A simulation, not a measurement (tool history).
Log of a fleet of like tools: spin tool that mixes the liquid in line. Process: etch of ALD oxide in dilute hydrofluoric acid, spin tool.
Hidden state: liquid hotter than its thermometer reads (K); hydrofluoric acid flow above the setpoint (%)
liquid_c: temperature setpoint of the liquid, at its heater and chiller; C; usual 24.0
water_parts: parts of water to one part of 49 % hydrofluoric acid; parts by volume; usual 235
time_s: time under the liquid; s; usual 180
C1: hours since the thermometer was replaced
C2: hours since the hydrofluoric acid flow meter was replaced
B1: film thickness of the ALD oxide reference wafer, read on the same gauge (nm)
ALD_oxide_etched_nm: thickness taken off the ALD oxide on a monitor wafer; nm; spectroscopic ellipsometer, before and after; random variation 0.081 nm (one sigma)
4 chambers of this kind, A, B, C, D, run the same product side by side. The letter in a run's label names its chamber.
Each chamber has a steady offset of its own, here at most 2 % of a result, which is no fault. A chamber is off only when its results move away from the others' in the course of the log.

{"run": "1D", "hour": 7.4, "liquid_c": 24.0, "water_parts": 235, "time_s": 180, "C1": 1884.9, "C2": 73.5, "B1": 129.98, "ALD_oxide_etched_nm": 9.2178}
{"run": "2B", "hour": 14.2, "liquid_c": 24.0, "water_parts": 235, "time_s": 180, "C1": 584.3, "C2": 368.8, "B1": 130.0, "ALD_oxide_etched_nm": 9.0487}
{"run": "3A", "hour": 22.2, "liquid_c": 24.0, "water_parts": 235, "time_s": 180, "C1": 1346.6, "C2": 1094.2, "B1": 130.03, "ALD_oxide_etched_nm": 8.98}
{"run": "4C", "hour": 33.3, "liquid_c": 24.0, "water_parts": 235, "time_s": 180, "C1": 257.1, "C2": 1296.3, "B1": 130.01, "ALD_oxide_etched_nm": 8.9864}
{"run": "5D", "hour": 39.3, "liquid_c": 24.0, "water_parts": 235, "time_s": 180, "C1": 1916.8, "C2": 105.4, "B1": 129.98, "ALD_oxide_etched_nm": 9.169}
{"run": "6A", "hour": 50.7, "liquid_c": 24.0, "water_parts": 235, "time_s": 180, "C1": 1375.1, "C2": 1122.7, "B1": 129.99, "ALD_oxide_etched_nm": 8.8855}
{"run": "7B", "hour": 63.4, "liquid_c": 24.0, "water_parts": 235, "time_s": 180, "C1": 633.5, "C2": 418.0, "B1": 130.02, "ALD_oxide_etched_nm": 9.2986}
{"run": "8C", "hour": 73.4, "liquid_c": 24.0, "water_parts": 235, "time_s": 180, "C1": 297.2, "C2": 1336.4, "B1": 130.05, "ALD_oxide_etched_nm": 8.9777}
{"run": "9C", "hour": 85.8, "liquid_c": 24.0, "water_parts": 235, "time_s": 180, "C1": 309.6, "C2": 1348.8, "B1": 129.97, "ALD_oxide_etched_nm": 8.9728}
{"run": "10B", "hour": 93.3, "liquid_c": 24.0, "water_parts": 235, "time_s": 180, "C1": 663.4, "C2": 447.9, "B1": 129.99, "ALD_oxide_etched_nm": 9.1495}
{"run": "11D", "hour": 105.4, "liquid_c": 24.0, "water_parts": 325, "time_s": 180, "C1": 1982.9, "C2": 171.5, "B1": 130.02, "ALD_oxide_etched_nm": 6.0208}
{"run": "12A", "hour": 114.5, "liquid_c": 24.0, "water_parts": 325, "time_s": 180, "C1": 1438.9, "C2": 1186.5, "B1": 129.99, "ALD_oxide_etched_nm": 5.852}
{"hour": 115.3, "done": "chamber B: hydrofluoric acid flow meter replaced"}
{"run": "13A", "hour": 120.7, "liquid_c": 24.0, "water_parts": 325, "time_s": 180, "C1": 1445.1, "C2": 1192.7, "B1": 129.98, "ALD_oxide_etched_nm": 6.0153}
{"run": "14D", "hour": 132.3, "liquid_c": 24.0, "water_parts": 325, "time_s": 180, "C1": 2009.8, "C2": 198.4, "B1": 130.03, "ALD_oxide_etched_nm": 5.9746}
{"run": "15C", "hour": 140.4, "liquid_c": 24.0, "water_parts": 235, "time_s": 180, "C1": 364.2, "C2": 1403.4, "B1": 129.99, "ALD_oxide_etched_nm": 8.9987}
{"run": "16B", "hour": 149.3, "liquid_c": 26.0, "water_parts": 235, "time_s": 120, "C1": 719.4, "C2": 34.1, "B1": 129.99, "ALD_oxide_etched_nm": 6.5436}
{"run": "17A", "hour": 161.8, "liquid_c": 26.0, "water_parts": 235, "time_s": 120, "C1": 1486.2, "C2": 1233.8, "B1": 129.99, "ALD_oxide_etched_nm": 6.4866}
{"run": "18D", "hour": 169.4, "liquid_c": 26.0, "water_parts": 235, "time_s": 120, "C1": 2046.9, "C2": 235.5, "B1": 129.98, "ALD_oxide_etched_nm": 6.4766}
{"run": "19C", "hour": 181.9, "liquid_c": 26.0, "water_parts": 235, "time_s": 120, "C1": 405.7, "C2": 1444.9, "B1": 129.98, "ALD_oxide_etched_nm": 6.4992}
{"run": "20B", "hour": 194.8, "liquid_c": 24.0, "water_parts": 235, "time_s": 180, "C1": 764.9, "C2": 79.6, "B1": 130.01, "ALD_oxide_etched_nm": 9.1692}
{"run": "21B", "hour": 208.1, "liquid_c": 24.0, "water_parts": 235, "time_s": 180, "C1": 778.2, "C2": 92.9, "B1": 130.01, "ALD_oxide_etched_nm": 9.0648}
{"run": "22D", "hour": 216.7, "liquid_c": 24.0, "water_parts": 175, "time_s": 105, "C1": 2094.2, "C2": 282.8, "B1": 130.01, "ALD_oxide_etched_nm": 7.5558}
{"run": "23C", "hour": 227.6, "liquid_c": 24.0, "water_parts": 175, "time_s": 105, "C1": 451.4, "C2": 1490.6, "B1": 130.0, "ALD_oxide_etched_nm": 7.4544}
{"run": "24A", "hour": 236.5, "liquid_c": 24.0, "water_parts": 175, "time_s": 105, "C1": 1560.9, "C2": 1308.5, "B1": 130.0, "ALD_oxide_etched_nm": 7.6498}
{"run": "25B", "hour": 248.9, "liquid_c": 24.0, "water_parts": 175, "time_s": 105, "C1": 819.0, "C2": 133.7, "B1": 130.0, "ALD_oxide_etched_nm": 7.4746}
{"run": "26A", "hour": 259.5, "liquid_c": 24.0, "water_parts": 235, "time_s": 180, "C1": 1583.9, "C2": 1331.5, "B1": 129.97, "ALD_oxide_etched_nm": 9.2955}
{"run": "27C", "hour": 270.4, "liquid_c": 24.0, "water_parts": 235, "time_s": 180, "C1": 494.2, "C2": 1533.4, "B1": 130.01, "ALD_oxide_etched_nm": 9.0639}
{"run": "28D", "hour": 281.1, "liquid_c": 24.0, "water_parts": 315, "time_s": 130, "C1": 2158.6, "C2": 347.2, "B1": 130.03, "ALD_oxide_etched_nm": 4.6589}
{"run": "29A", "hour": 287.2, "liquid_c": 24.0, "water_parts": 315, "time_s": 130, "C1": 1611.6, "C2": 1359.2, "B1": 130.0, "ALD_oxide_etched_nm": 4.6907}
{"run": "30D", "hour": 296.7, "liquid_c": 24.0, "water_parts": 315, "time_s": 130, "C1": 2174.2, "C2": 362.8, "B1": 130.0, "ALD_oxide_etched_nm": 4.5811}
{"run": "31C", "hour": 303.2, "liquid_c": 24.0, "water_parts": 315, "time_s": 130, "C1": 527.0, "C2": 1566.2, "B1": 130.01, "ALD_oxide_etched_nm": 4.5173}
{"run": "32B", "hour": 312.3, "liquid_c": 24.0, "water_parts": 235, "time_s": 180, "C1": 882.4, "C2": 197.1, "B1": 129.99, "ALD_oxide_etched_nm": 9.2392}
{"run": "33B", "hour": 321.0, "liquid_c": 24.0, "water_parts": 310, "time_s": 250, "C1": 891.1, "C2": 205.8, "B1": 130.0, "ALD_oxide_etched_nm": 8.8923}
{"run": "34A", "hour": 332.8, "liquid_c": 24.0, "water_parts": 310, "time_s": 250, "C1": 1657.2, "C2": 1404.8, "B1": 130.0, "ALD_oxide_etched_nm": 9.2645}
{"run": "35C", "hour": 339.8, "liquid_c": 24.0, "water_parts": 310, "time_s": 250, "C1": 563.6, "C2": 1602.8, "B1": 130.06, "ALD_oxide_etched_nm": 8.7691}
{"run": "36D", "hour": 347.5, "liquid_c": 24.0, "water_parts": 310, "time_s": 250, "C1": 2225.0, "C2": 413.6, "B1": 129.98, "ALD_oxide_etched_nm": 8.8187}
{"run": "37A", "hour": 357.1, "liquid_c": 24.0, "water_parts": 235, "time_s": 180, "C1": 1681.5, "C2": 1429.1, "B1": 129.99, "ALD_oxide_etched_nm": 9.6386}
{"run": "38D", "hour": 369.3, "liquid_c": 24.0, "water_parts": 235, "time_s": 180, "C1": 2246.8, "C2": 435.4, "B1": 129.99, "ALD_oxide_etched_nm": 9.1315}
{"run": "39C", "hour": 378.7, "liquid_c": 24.0, "water_parts": 235, "time_s": 180, "C1": 602.5, "C2": 1641.7, "B1": 130.0, "ALD_oxide_etched_nm": 9.0273}
{"hour": 380.5, "done": "chamber B: thermometer replaced"}
{"run": "40B", "hour": 388.2, "liquid_c": 24.0, "water_parts": 235, "time_s": 180, "C1": 7.8, "C2": 273.0, "B1": 130.01, "ALD_oxide_etched_nm": 9.1484}
{"run": "41B", "hour": 394.4, "liquid_c": 19.5, "water_parts": 335, "time_s": 180, "C1": 14.0, "C2": 279.2, "B1": 130.02, "ALD_oxide_etched_nm": 5.031}
{"run": "42A", "hour": 404.6, "liquid_c": 19.5, "water_parts": 335, "time_s": 180, "C1": 1729.0, "C2": 1476.6, "B1": 129.99, "ALD_oxide_etched_nm": 5.2342}
{"run": "43D", "hour": 414.8, "liquid_c": 19.5, "water_parts": 335, "time_s": 180, "C1": 2292.3, "C2": 480.9, "B1": 130.0, "ALD_oxide_etched_nm": 4.9075}
{"run": "44C", "hour": 424.1, "liquid_c": 19.5, "water_parts": 335, "time_s": 180, "C1": 647.9, "C2": 1687.1, "B1": 129.99, "ALD_oxide_etched_nm": 4.9094}

All 4 chambers run these settings next. Forecast each chamber's results:
{"run": "45A", "hour": 434.0, "liquid_c": 24.0, "water_parts": 125, "time_s": 180, "ALD_oxide_etched_nm": "?"}
{"run": "45B", "hour": 434.0, "liquid_c": 24.0, "water_parts": 125, "time_s": 180, "ALD_oxide_etched_nm": "?"}
{"run": "45C", "hour": 434.0, "liquid_c": 24.0, "water_parts": 125, "time_s": 180, "ALD_oxide_etched_nm": "?"}
{"run": "45D", "hour": 434.0, "liquid_c": 24.0, "water_parts": 125, "time_s": 180, "ALD_oxide_etched_nm": "?"}

run=45A ALD_oxide_etched_nm=20.8810
run=45B ALD_oxide_etched_nm=19.4220
run=45C ALD_oxide_etched_nm=19.1410
run=45D ALD_oxide_etched_nm=18.9780
